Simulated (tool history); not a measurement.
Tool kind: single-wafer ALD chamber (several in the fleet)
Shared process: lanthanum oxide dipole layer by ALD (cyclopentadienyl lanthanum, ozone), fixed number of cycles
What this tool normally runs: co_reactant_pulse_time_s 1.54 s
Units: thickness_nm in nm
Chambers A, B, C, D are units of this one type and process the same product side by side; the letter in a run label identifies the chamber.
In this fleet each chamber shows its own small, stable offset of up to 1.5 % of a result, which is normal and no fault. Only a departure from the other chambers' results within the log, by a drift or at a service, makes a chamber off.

run	hour	co_reactant_pulse_time_s	hours since the last thermocouple change	hours since the last ozone generator service	read-back reference wafer on the same gauge, thickness_nm	thickness_nm
1A	6.3	1.54	712.8	1241.6	0.47053	0.54977
2D	17.0	1.54	425.9	611.7	0.47021	0.54989
3C	23.2	1.54	1118.9	1206.0	0.46964	0.55474
4B	29.1	1.54	938.1	412.1	0.46997	0.55816
5D	40.0	1.54	448.9	634.7	0.47012	0.55185
6B	49.9	1.54	958.9	432.9	0.47024	0.55923
7C	62.3	1.04	1158.0	1245.1	0.46955	0.50297
8A	73.9	1.04	780.4	1309.2	0.47041	0.49917
9B	85.5	1.04	994.5	468.5	0.47043	0.51265
10D	98.0	1.04	506.9	692.7	0.47015	0.51002
11A	103.8	2.05	810.3	1339.1	0.46948	0.56495
12C	109.5	2.05	1205.2	1292.3	0.46990	0.57306
13D	117.7	2.05	526.6	712.4	0.46991	0.56752
14C	126.2	2.05	1221.9	1309.0	0.47005	0.56672
15B	137.4	1.54	1046.4	520.4	0.47026	0.55556
16A	144.2	1.16	850.7	1379.5	0.46976	0.51284
# hour 151.8: chamber A: ozone generator serviced
17B	152.2	1.16	1061.2	535.2	0.46998	0.52987
18C	158.0	1.16	1253.7	1340.8	0.46967	0.52205
19D	167.7	1.16	576.6	762.4	0.46987	0.52029
20A	175.4	1.20	881.9	23.7	0.46945	0.52254
21B	185.5	1.20	1094.5	568.5	0.46923	0.53046
22A	197.3	1.20	903.8	45.6	0.46931	0.52278
23C	206.9	1.20	1302.6	1389.7	0.46937	0.52790
24D	217.8	1.54	626.7	812.5	0.46985	0.55320
25A	227.7	1.54	934.2	76.0	0.46982	0.54597

Is one chamber off against the others, does the gauge drift, or is nothing wrong? If a chamber is off, say which, and what the likeliest cause is.

No chamber stands off beyond its own small offset, and the gauge holds steady.
